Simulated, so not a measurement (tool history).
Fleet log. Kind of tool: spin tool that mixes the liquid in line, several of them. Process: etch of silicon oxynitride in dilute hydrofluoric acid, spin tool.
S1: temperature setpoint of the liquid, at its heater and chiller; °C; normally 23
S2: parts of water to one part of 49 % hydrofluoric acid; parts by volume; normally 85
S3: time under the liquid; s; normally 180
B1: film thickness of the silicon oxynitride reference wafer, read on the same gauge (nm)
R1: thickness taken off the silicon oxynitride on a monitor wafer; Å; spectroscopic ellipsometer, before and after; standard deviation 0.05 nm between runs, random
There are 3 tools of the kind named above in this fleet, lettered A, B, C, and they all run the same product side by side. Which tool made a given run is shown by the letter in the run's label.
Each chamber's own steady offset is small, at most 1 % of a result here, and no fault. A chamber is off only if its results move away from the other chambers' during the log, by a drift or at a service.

run,day,S1,S2,S3,B1,R1
1A,0.217,23,85,180,50.014,83.566
2C,0.454,23,85,180,49.989,84.028
3B,0.617,23,85,180,49.986,82.923
4C,0.725,23,85,180,50.035,83.074
5B,0.862,23,85,180,49.985,83.709
# day 0.867: chamber B: thermometer replaced
6A,0.996,23,85,180,49.968,83.276
7C,1.175,23,85,180,50.001,83.06
8B,1.333,23,85,180,49.993,82.095
9A,1.571,18,85,120,50.025,43.39
10B,1.729,18,85,120,49.986,43.674
11C,1.971,18,85,120,50.003,42.963
12A,2.212,23,85,180,50.008,81.849
13A,2.367,23,85,180,49.968,83.327
14C,2.496,23,85,180,49.987,81.977
15B,2.638,23,85,180,49.982,83.064
16C,2.804,23,85,180,50.009,82.227
17A,3.046,23,85,180,49.994,82.991
18B,3.254,23,85,180,49.993,83.181
19A,3.362,23,85,180,49.997,82.724
20C,3.579,23,85,180,50.024,80.558
21B,3.733,23,85,180,50.001,83.331
22C,3.871,23,85,180,50,80.563
23B,4.054,23,85,180,49.989,83.942
24A,4.262,23,85,180,49.989,82.808
25C,4.375,23,85,180,49.999,79.896
26A,4.512,23,85,85,49.984,39.065
27B,4.738,23,85,85,50.019,39.355
28B,4.846,23,85,85,50.001,39.612
29C,4.962,23,85,180,50.024,80.532
30A,5.183,23,85,180,49.974,84.038
31B,5.333,23,85,180,49.982,82.982
32C,5.546,23,85,180,49.977,79.766
33A,5.667,18.5,85,235,50.014,87.172
34C,5.879,18.5,85,235,50,83.122
35B,6.062,18.5,85,235,50.002,87.053
36A,6.233,23,85,180,50.009,81.907
37C,6.433,23,85,120,49.99,52.999
38A,6.596,23,85,120,50.011,55.047

Has any chamber moved away from the others, gradually or after a service, or does the common gauge drift, or do the chambers differ only by their own small steady offsets? State the chamber and the most likely cause if one applies.

Little by little, chamber C moves away from the other chambers.
What lies behind it: liquid colder than its thermometer reads (K) = 1.15.
It could be hard to tell apart here from: hydrofluoric acid flow below the setpoint (%).

Chamber C could run next with any of the 4 candidate recipes listed below; each alters the usual settings, and their results appear as question marks. Which one brings its results back in line with what the other chambers deliver on the usual settings?
Maximum distance from the other chambers' mean on the usual settings for a result to count as in line: R1 1.8 Å
39C-1,6.775,23,85,200,,?
39C-2,6.775,23,85,170,,?
39C-3,6.775,23,85,190,,?
39C-4,6.775,21,85,180,,?

The mean the other chambers reach with the usual settings: R1 83.097 Å
run,R1
39C-1,87.005
39C-2,73.955
39C-3,82.655
39C-4,71.07
With 39C-3, the chamber falls back in line with the rest.
